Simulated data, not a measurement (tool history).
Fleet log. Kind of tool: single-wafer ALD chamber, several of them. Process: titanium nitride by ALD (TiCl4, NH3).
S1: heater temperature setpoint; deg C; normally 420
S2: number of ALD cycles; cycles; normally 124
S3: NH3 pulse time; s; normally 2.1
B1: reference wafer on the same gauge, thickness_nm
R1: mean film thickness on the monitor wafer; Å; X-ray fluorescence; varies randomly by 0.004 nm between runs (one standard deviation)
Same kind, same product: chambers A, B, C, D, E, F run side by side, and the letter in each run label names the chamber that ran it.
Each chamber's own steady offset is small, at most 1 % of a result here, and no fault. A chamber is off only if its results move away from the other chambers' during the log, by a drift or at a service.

run,hour,S1,S2,S3,B1,R1
1F,6.3,420,124,2.1,3.3103,27.61
2D,10.7,420,124,2.1,3.3118,27.574
3E,17.6,420,124,2.1,3.3114,27.538
4B,23.7,420,124,2.1,3.311,27.516
5C,30.6,420,138,2.1,3.312,31.043
6A,35,420,138,2.1,3.3139,31.079
7B,38.8,420,138,2.1,3.3137,30.608
8D,44.4,420,138,2.1,3.3137,30.698
9C,49.8,420,138,2.1,3.315,31.002
10F,56.6,420,138,2.1,3.3152,30.721
11A,63.8,420,124,2.1,3.3149,27.98
12E,69,420,124,2.1,3.3155,27.551
13B,73.2,431,124,2.1,3.3148,27.571
14A,80.1,431,124,2.1,3.3177,27.949
15D,83.7,431,124,2.1,3.3171,27.634
16C,88.3,431,124,2.1,3.3174,27.97
17E,92.5,431,124,2.1,3.3176,27.577
18F,97.2,431,124,2.1,3.3181,27.649
19C,102.8,420,124,2.1,3.3181,27.865
20E,106.7,420,124,2.1,3.3192,27.575
21A,112.9,420,124,2.1,3.3194,27.88
22B,116.7,420,124,2.1,3.3202,27.611
23F,121.8,420,124,2.1,3.3203,27.678
24D,127.6,420,124,2.1,3.3212,27.576
25C,134.8,420,124,2.1,3.3212,27.897
26B,140,420,124,2.1,3.3221,27.567
27E,144.7,420,124,2.1,3.3217,27.676
28F,150.8,420,124,2.1,3.3228,27.677
29D,154.6,420,124,2.1,3.3225,27.642
30A,158.7,427,131,2.1,3.3224,29.569
31A,163.9,427,131,2.1,3.3224,29.609
32B,167.7,427,131,2.1,3.3236,29.222
33D,171.2,427,131,2.1,3.3228,29.214
34E,176.6,427,131,2.1,3.3246,29.342
35F,183.9,427,131,2.1,3.3257,29.318
36C,187.3,410,124,2.78,3.3254,28.121
37E,191.3,410,124,2.78,3.3261,27.745
38B,196.7,410,124,2.78,3.3259,27.738
39A,201.5,410,124,2.78,3.3258,28.106
40D,207.4,410,124,2.78,3.3284,27.772
41F,214.4,410,124,2.78,3.327,27.886
42C,217.9,420,124,2.1,3.3276,28.03
43B,224.4,420,124,2.77,3.3283,27.815
44D,230,420,124,2.77,3.3293,27.836

Is one chamber out of step, is the gauge drifting, or do the chambers differ by no more than their own small offsets? For an off chamber, give its letter and the likeliest cause.

No chamber is off; the gauge reading every chamber's wafers drifts, which makes the whole fleet appear to move together.
Most likely cause: gauge reads high (%) = 0.589.
